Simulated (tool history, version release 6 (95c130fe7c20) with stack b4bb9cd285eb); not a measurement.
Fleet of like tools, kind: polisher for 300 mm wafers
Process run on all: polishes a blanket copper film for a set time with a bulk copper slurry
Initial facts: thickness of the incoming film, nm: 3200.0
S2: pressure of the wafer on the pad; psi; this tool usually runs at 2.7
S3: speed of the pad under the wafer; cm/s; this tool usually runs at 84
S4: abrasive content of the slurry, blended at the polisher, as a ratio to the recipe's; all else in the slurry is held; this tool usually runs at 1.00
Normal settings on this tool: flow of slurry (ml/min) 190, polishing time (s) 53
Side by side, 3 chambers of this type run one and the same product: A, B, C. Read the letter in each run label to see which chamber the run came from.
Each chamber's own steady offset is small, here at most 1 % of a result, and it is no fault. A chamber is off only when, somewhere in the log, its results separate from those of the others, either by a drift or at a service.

run 1C day=0.588 | flow_of_slurry_(ml/min)=190 S2=2.7 S3=84 S4=1.00 polishing_time_(s)=53 | film_removed_(Å)=3615.5
run 2B day=1.042 | flow_of_slurry_(ml/min)=190 S2=2.7 S3=84 S4=1.00 polishing_time_(s)=53 | film_removed_(Å)=3667.6
-- day=1.292 chamber B: slurry blender recalibrated
run 3A day=1.425 | flow_of_slurry_(ml/min)=190 S2=2.7 S3=84 S4=1.00 polishing_time_(s)=53 | film_removed_(Å)=3579.4
run 4C day=1.833 | flow_of_slurry_(ml/min)=190 S2=2.7 S3=84 S4=1.00 polishing_time_(s)=53 | film_removed_(Å)=3623.5
run 5A day=2.375 | flow_of_slurry_(ml/min)=190 S2=2.7 S3=84 S4=1.00 polishing_time_(s)=53 | film_removed_(Å)=3608.7
run 6B day=2.938 | flow_of_slurry_(ml/min)=190 S2=2.7 S3=84 S4=1.00 polishing_time_(s)=53 | film_removed_(Å)=3616.6
run 7C day=3.442 | flow_of_slurry_(ml/min)=210 S2=3.5 S3=84 S4=1.00 polishing_time_(s)=53 | film_removed_(Å)=4837.6
-- day=3.488 chamber B: worn pad replaced by a new one
-- day=3.621 chamber C: worn pad replaced by a new one
-- day=3.704 chamber A: worn pad replaced by a new one
run 8A day=3.762 | flow_of_slurry_(ml/min)=210 S2=3.5 S3=84 S4=1.00 polishing_time_(s)=53 | film_removed_(Å)=4742.4
-- day=3.825 chamber B: slurry nozzle cleaned
run 9B day=4.138 | flow_of_slurry_(ml/min)=210 S2=3.5 S3=84 S4=1.00 polishing_time_(s)=53 | film_removed_(Å)=4673.1
-- day=4.488 chamber A: slurry nozzle cleaned
run 10A day=4.508 | flow_of_slurry_(ml/min)=190 S2=2.7 S3=64 S4=1.00 polishing_time_(s)=53 | film_removed_(Å)=2759.0
run 11C day=4.962 | flow_of_slurry_(ml/min)=190 S2=2.7 S3=64 S4=1.00 polishing_time_(s)=53 | film_removed_(Å)=2791.2
run 12B day=5.462 | flow_of_slurry_(ml/min)=190 S2=2.7 S3=64 S4=1.00 polishing_time_(s)=53 | film_removed_(Å)=2748.1
run 13B day=5.921 | flow_of_slurry_(ml/min)=190 S2=2.7 S3=84 S4=1.00 polishing_time_(s)=53 | film_removed_(Å)=3629.7
-- day=6.421 chamber A: head pressure recalibrated
run 14C day=6.517 | flow_of_slurry_(ml/min)=190 S2=2.7 S3=84 S4=1.00 polishing_time_(s)=53 | film_removed_(Å)=3590.4
run 15A day=6.812 | flow_of_slurry_(ml/min)=190 S2=2.7 S3=84 S4=0.70 polishing_time_(s)=53 | film_removed_(Å)=3015.0
-- day=6.825 chamber C: slurry blender recalibrated
run 16B day=7.383 | flow_of_slurry_(ml/min)=190 S2=2.7 S3=84 S4=0.70 polishing_time_(s)=53 | film_removed_(Å)=3400.6
-- day=7.812 chamber A: slurry blender recalibrated
run 17C day=7.967 | flow_of_slurry_(ml/min)=190 S2=2.7 S3=84 S4=0.70 polishing_time_(s)=53 | film_removed_(Å)=3310.0
-- day=8.346 chamber A: worn pad replaced by a new one
run 18A day=8.408 | flow_of_slurry_(ml/min)=190 S2=2.7 S3=84 S4=1.00 polishing_time_(s)=53 | film_removed_(Å)=3327.5
run 19C day=8.712 | flow_of_slurry_(ml/min)=190 S2=2.7 S3=84 S4=1.00 polishing_time_(s)=53 | film_removed_(Å)=3611.5
run 20A day=9.129 | flow_of_slurry_(ml/min)=190 S2=2.7 S3=84 S4=1.00 polishing_time_(s)=53 | film_removed_(Å)=3244.2
run 21B day=9.583 | flow_of_slurry_(ml/min)=190 S2=2.7 S3=84 S4=1.00 polishing_time_(s)=53 | film_removed_(Å)=3647.7
-- day=9.767 chamber B: worn pad replaced by a new one
-- day=9.812 chamber C: worn pad replaced by a new one
run 22C day=10.008 | flow_of_slurry_(ml/min)=190 S2=2.7 S3=84 S4=1.00 polishing_time_(s)=53 | film_removed_(Å)=3648.9
run 23B day=10.358 | flow_of_slurry_(ml/min)=190 S2=2.7 S3=84 S4=1.00 polishing_time_(s)=53 | film_removed_(Å)=3671.6
-- day=10.454 chamber C: head pressure recalibrated
run 24A day=10.792 | flow_of_slurry_(ml/min)=155 S2=2.7 S3=84 S4=1.00 polishing_time_(s)=53 | film_removed_(Å)=3185.2
run 25A day=11.412 | flow_of_slurry_(ml/min)=155 S2=2.7 S3=84 S4=1.00 polishing_time_(s)=53 | film_removed_(Å)=3189.7
run 26C day=11.958 | flow_of_slurry_(ml/min)=155 S2=2.7 S3=84 S4=1.00 polishing_time_(s)=53 | film_removed_(Å)=3502.1
run 27B day=12.392 | flow_of_slurry_(ml/min)=190 S2=2.7 S3=84 S4=1.00 polishing_time_(s)=53 | film_removed_(Å)=3638.7
run 28C day=12.971 | flow_of_slurry_(ml/min)=190 S2=3.3 S3=84 S4=1.25 polishing_time_(s)=53 | film_removed_(Å)=4609.6
run 29A day=13.458 | flow_of_slurry_(ml/min)=190 S2=3.3 S3=84 S4=1.25 polishing_time_(s)=53 | film_removed_(Å)=4176.5

All 3 chambers run these settings next. Forecast each chamber's results:
run 30A day=13.904 | flow_of_slurry_(ml/min)=190 S2=2.7 S3=84 S4=1.00 polishing_time_(s)=53 | film_removed_(Å)=?
run 30B day=13.904 | flow_of_slurry_(ml/min)=190 S2=2.7 S3=84 S4=1.00 polishing_time_(s)=53 | film_removed_(Å)=?
run 30C day=13.904 | flow_of_slurry_(ml/min)=190 S2=2.7 S3=84 S4=1.00 polishing_time_(s)=53 | film_removed_(Å)=?

run=30A film_removed_(Å)=3269.0
run=30B film_removed_(Å)=3635.4
run=30C film_removed_(Å)=3538.9
